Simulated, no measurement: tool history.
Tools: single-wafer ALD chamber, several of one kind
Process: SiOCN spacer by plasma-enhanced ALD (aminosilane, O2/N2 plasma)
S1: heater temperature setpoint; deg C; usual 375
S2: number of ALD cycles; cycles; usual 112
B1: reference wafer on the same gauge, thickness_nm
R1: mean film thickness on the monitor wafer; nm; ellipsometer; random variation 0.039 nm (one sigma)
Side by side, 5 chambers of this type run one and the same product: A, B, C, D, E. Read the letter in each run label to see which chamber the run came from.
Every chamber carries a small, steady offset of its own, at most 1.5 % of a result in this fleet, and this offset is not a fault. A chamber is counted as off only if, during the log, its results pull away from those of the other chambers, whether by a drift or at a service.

run 1E hour=3.5 | S1=375 S2=112 | B1=7.4239 | R1=6.8228
run 2C hour=7.4 | S1=375 S2=112 | B1=7.4391 | R1=6.7146
run 3D hour=13.2 | S1=375 S2=112 | B1=7.4289 | R1=6.7230
run 4A hour=18.9 | S1=375 S2=112 | B1=7.4207 | R1=6.7800
run 5B hour=23.0 | S1=375 S2=112 | B1=7.4345 | R1=6.7201
run 6D hour=28.8 | S1=375 S2=112 | B1=7.4225 | R1=6.7492
run 7C hour=32.2 | S1=375 S2=112 | B1=7.4352 | R1=6.7865
run 8E hour=38.6 | S1=375 S2=112 | B1=7.4385 | R1=6.7039
run 9A hour=45.5 | S1=375 S2=112 | B1=7.4330 | R1=6.8782
run 10B hour=51.3 | S1=375 S2=112 | B1=7.4375 | R1=6.7903
run 11C hour=58.4 | S1=375 S2=112 | B1=7.4427 | R1=6.7840
run 12B hour=61.7 | S1=375 S2=112 | B1=7.4267 | R1=6.7312
run 13D hour=68.9 | S1=375 S2=112 | B1=7.4318 | R1=6.7221
run 14E hour=75.1 | S1=375 S2=134 | B1=7.4366 | R1=8.2168
-- hour=81.2 chamber D: thermocouple changed; heater temperature recalibrated
run 15A hour=82.3 | S1=375 S2=134 | B1=7.4340 | R1=8.1722
run 16C hour=88.0 | S1=375 S2=134 | B1=7.4198 | R1=8.1739
run 17D hour=94.8 | S1=375 S2=134 | B1=7.4373 | R1=8.0360
run 18B hour=99.0 | S1=375 S2=134 | B1=7.4363 | R1=8.0886
run 19A hour=102.3 | S1=375 S2=112 | B1=7.4392 | R1=6.8298
run 20E hour=106.7 | S1=368 S2=101 | B1=7.4266 | R1=6.1334
run 21C hour=113.2 | S1=368 S2=101 | B1=7.4315 | R1=6.1042
run 22D hour=117.0 | S1=368 S2=101 | B1=7.4460 | R1=6.1028
run 23B hour=121.8 | S1=368 S2=101 | B1=7.4416 | R1=6.0587
run 24A hour=128.2 | S1=368 S2=101 | B1=7.4260 | R1=6.1593
run 25E hour=131.8 | S1=375 S2=112 | B1=7.4303 | R1=6.7441
run 26A hour=136.1 | S1=375 S2=112 | B1=7.4234 | R1=6.8606
run 27E hour=141.3 | S1=375 S2=112 | B1=7.4216 | R1=6.7522
run 28C hour=147.4 | S1=375 S2=112 | B1=7.4304 | R1=6.7775
run 29D hour=153.2 | S1=375 S2=112 | B1=7.4275 | R1=6.7377
run 30B hour=157.1 | S1=375 S2=112 | B1=7.4466 | R1=6.7258
run 31D hour=161.4 | S1=385 S2=121 | B1=7.4285 | R1=7.2565
run 32B hour=166.8 | S1=385 S2=121 | B1=7.4342 | R1=7.2615

Has any chamber moved away from the others, gradually or after a service, or does the common gauge drift, or do the chambers differ only by their own small steady offsets? State the chamber and the most likely cause if one applies.

No chamber stands off beyond its own small offset, and the gauge holds steady.

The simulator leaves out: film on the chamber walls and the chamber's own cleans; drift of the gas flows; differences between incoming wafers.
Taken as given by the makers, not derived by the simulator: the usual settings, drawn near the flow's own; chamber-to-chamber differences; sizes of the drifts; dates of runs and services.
